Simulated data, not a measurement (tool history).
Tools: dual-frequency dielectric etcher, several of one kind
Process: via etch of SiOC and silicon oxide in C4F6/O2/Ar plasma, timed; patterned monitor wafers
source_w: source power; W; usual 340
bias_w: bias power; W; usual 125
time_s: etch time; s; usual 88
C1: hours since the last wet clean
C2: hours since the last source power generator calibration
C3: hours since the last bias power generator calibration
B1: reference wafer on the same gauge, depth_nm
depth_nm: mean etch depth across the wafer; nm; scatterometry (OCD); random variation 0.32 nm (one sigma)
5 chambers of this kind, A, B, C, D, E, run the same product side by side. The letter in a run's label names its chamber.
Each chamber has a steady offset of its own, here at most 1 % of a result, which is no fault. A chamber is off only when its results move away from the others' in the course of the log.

{"day": 0.162, "done": "chamber E: source power generator calibrated"}
{"run": "1E", "day": 0.233, "source_w": 340, "bias_w": 125, "time_s": 88, "C1": 109.4, "C2": 1.7, "C3": 1013.5, "B1": 83.901, "depth_nm": 83.366}
{"run": "2C", "day": 0.55, "source_w": 340, "bias_w": 125, "time_s": 88, "C1": 155.8, "C2": 394.5, "C3": 2107.3, "B1": 83.872, "depth_nm": 83.142}
{"run": "3B", "day": 0.958, "source_w": 340, "bias_w": 125, "time_s": 88, "C1": 109.5, "C2": 479.9, "C3": 1244.1, "B1": 83.999, "depth_nm": 83.802}
{"run": "4D", "day": 1.271, "source_w": 340, "bias_w": 125, "time_s": 88, "C1": 181.1, "C2": 2387.3, "C3": 3348.7, "B1": 83.948, "depth_nm": 84.809}
{"day": 1.488, "done": "chamber D: bias power generator calibrated"}
{"run": "5A", "day": 1.658, "source_w": 340, "bias_w": 125, "time_s": 88, "C1": 285.8, "C2": 935.7, "C3": 748.3, "B1": 84.014, "depth_nm": 83.539}
{"run": "6A", "day": 1.908, "source_w": 340, "bias_w": 125, "time_s": 88, "C1": 291.8, "C2": 941.7, "C3": 754.3, "B1": 83.788, "depth_nm": 83.027}
{"run": "7D", "day": 2.196, "source_w": 420, "bias_w": 125, "time_s": 88, "C1": 203.3, "C2": 2409.5, "C3": 17, "B1": 83.992, "depth_nm": 91.979}
{"run": "8C", "day": 2.429, "source_w": 420, "bias_w": 125, "time_s": 88, "C1": 200.9, "C2": 439.6, "C3": 2152.4, "B1": 83.922, "depth_nm": 90.395}
{"run": "9E", "day": 2.704, "source_w": 420, "bias_w": 125, "time_s": 88, "C1": 168.7, "C2": 61, "C3": 1072.8, "B1": 83.838, "depth_nm": 91.387}
{"run": "10B", "day": 2.929, "source_w": 420, "bias_w": 125, "time_s": 88, "C1": 156.8, "C2": 527.2, "C3": 1291.4, "B1": 83.888, "depth_nm": 90.294}
{"run": "11D", "day": 3.125, "source_w": 420, "bias_w": 125, "time_s": 88, "C1": 225.6, "C2": 2431.8, "C3": 39.3, "B1": 83.774, "depth_nm": 91.436}
{"run": "12C", "day": 3.325, "source_w": 270, "bias_w": 125, "time_s": 88, "C1": 222.4, "C2": 461.1, "C3": 2173.9, "B1": 84.008, "depth_nm": 75.467}
{"run": "13A", "day": 3.688, "source_w": 270, "bias_w": 125, "time_s": 88, "C1": 334.5, "C2": 984.4, "C3": 797, "B1": 83.846, "depth_nm": 76.266}
{"run": "14B", "day": 4.004, "source_w": 270, "bias_w": 125, "time_s": 88, "C1": 182.6, "C2": 553, "C3": 1317.2, "B1": 83.893, "depth_nm": 76.542}
{"run": "15E", "day": 4.438, "source_w": 270, "bias_w": 125, "time_s": 88, "C1": 210.3, "C2": 102.6, "C3": 1114.4, "B1": 83.883, "depth_nm": 76.325}
{"run": "16C", "day": 4.808, "source_w": 270, "bias_w": 125, "time_s": 88, "C1": 258, "C2": 496.7, "C3": 2209.5, "B1": 83.906, "depth_nm": 75.014}
{"day": 5.046, "done": "chamber A: wet clean of the chamber"}
{"run": "17E", "day": 5.229, "source_w": 340, "bias_w": 125, "time_s": 88, "C1": 229.3, "C2": 121.6, "C3": 1133.4, "B1": 83.851, "depth_nm": 83.393}
{"run": "18A", "day": 5.479, "source_w": 340, "bias_w": 125, "time_s": 88, "C1": 10.4, "C2": 1027.4, "C3": 840, "B1": 83.901, "depth_nm": 84.24}
{"run": "19D", "day": 5.733, "source_w": 280, "bias_w": 153, "time_s": 88, "C1": 288.2, "C2": 2494.4, "C3": 101.9, "B1": 83.915, "depth_nm": 82.753}
{"run": "20B", "day": 5.992, "source_w": 280, "bias_w": 153, "time_s": 88, "C1": 230.3, "C2": 600.7, "C3": 1364.9, "B1": 83.787, "depth_nm": 82.117}
{"run": "21A", "day": 6.192, "source_w": 280, "bias_w": 153, "time_s": 88, "C1": 27.5, "C2": 1044.5, "C3": 857.1, "B1": 83.84, "depth_nm": 81.692}
{"run": "22B", "day": 6.488, "source_w": 280, "bias_w": 153, "time_s": 88, "C1": 242.2, "C2": 612.6, "C3": 1376.8, "B1": 83.878, "depth_nm": 83.062}
{"run": "23D", "day": 6.858, "source_w": 280, "bias_w": 153, "time_s": 88, "C1": 315.2, "C2": 2521.4, "C3": 128.9, "B1": 83.816, "depth_nm": 83.042}
{"run": "24E", "day": 7.233, "source_w": 340, "bias_w": 125, "time_s": 88, "C1": 277.4, "C2": 169.7, "C3": 1181.5, "B1": 83.895, "depth_nm": 83.406}
{"run": "25C", "day": 7.571, "source_w": 340, "bias_w": 125, "time_s": 88, "C1": 324.3, "C2": 563, "C3": 2275.8, "B1": 83.874, "depth_nm": 80.616}
{"run": "26C", "day": 7.767, "source_w": 340, "bias_w": 125, "time_s": 88, "C1": 329, "C2": 567.7, "C3": 2280.5, "B1": 83.913, "depth_nm": 80.848}
{"run": "27B", "day": 8.071, "source_w": 340, "bias_w": 125, "time_s": 88, "C1": 280.2, "C2": 650.6, "C3": 1414.8, "B1": 83.936, "depth_nm": 82.903}
{"run": "28E", "day": 8.483, "source_w": 340, "bias_w": 125, "time_s": 88, "C1": 307.4, "C2": 199.7, "C3": 1211.5, "B1": 83.854, "depth_nm": 83.696}
{"run": "29D", "day": 8.812, "source_w": 340, "bias_w": 125, "time_s": 88, "C1": 362.1, "C2": 2568.3, "C3": 175.8, "B1": 83.918, "depth_nm": 83.629}
{"run": "30A", "day": 9.075, "source_w": 410, "bias_w": 125, "time_s": 88, "C1": 96.7, "C2": 1113.7, "C3": 926.3, "B1": 83.841, "depth_nm": 90.023}
{"run": "31E", "day": 9.425, "source_w": 410, "bias_w": 125, "time_s": 88, "C1": 330, "C2": 222.3, "C3": 1234.1, "B1": 83.954, "depth_nm": 89.595}

What goes on in this fleet: one chamber off, a drifting gauge, or nothing beyond the chambers' own small offsets? Name the chamber and the cause, if any.

Chamber C drifts away from the others.
Cause: etch rate under this chamber's usual, % = 3.8.

Here are 4 candidates for chamber C's next run, each the usual settings with a change, their results left as question marks. Which one brings its results back in line with what the others give on the usual settings?
In line means no further than this from the other chambers' mean on the usual settings: depth_nm 1.1 nm
{"run": "32C-1", "day": 9.733, "source_w": 340, "bias_w": 144, "time_s": 88, "depth_nm": "?"}
{"run": "32C-2", "day": 9.733, "source_w": 340, "bias_w": 117, "time_s": 88, "depth_nm": "?"}
{"run": "32C-3", "day": 9.733, "source_w": 350, "bias_w": 128, "time_s": 88, "depth_nm": "?"}
{"run": "32C-4", "day": 9.733, "source_w": 340, "bias_w": 124, "time_s": 84.5, "depth_nm": "?"}

The other chambers' mean on the usual settings: depth_nm 83.556 nm
run=32C-1 depth_nm=83.348
run=32C-2 depth_nm=78.193
run=32C-3 depth_nm=81.273
run=32C-4 depth_nm=76.414
32C-1 brings the chamber back in line.
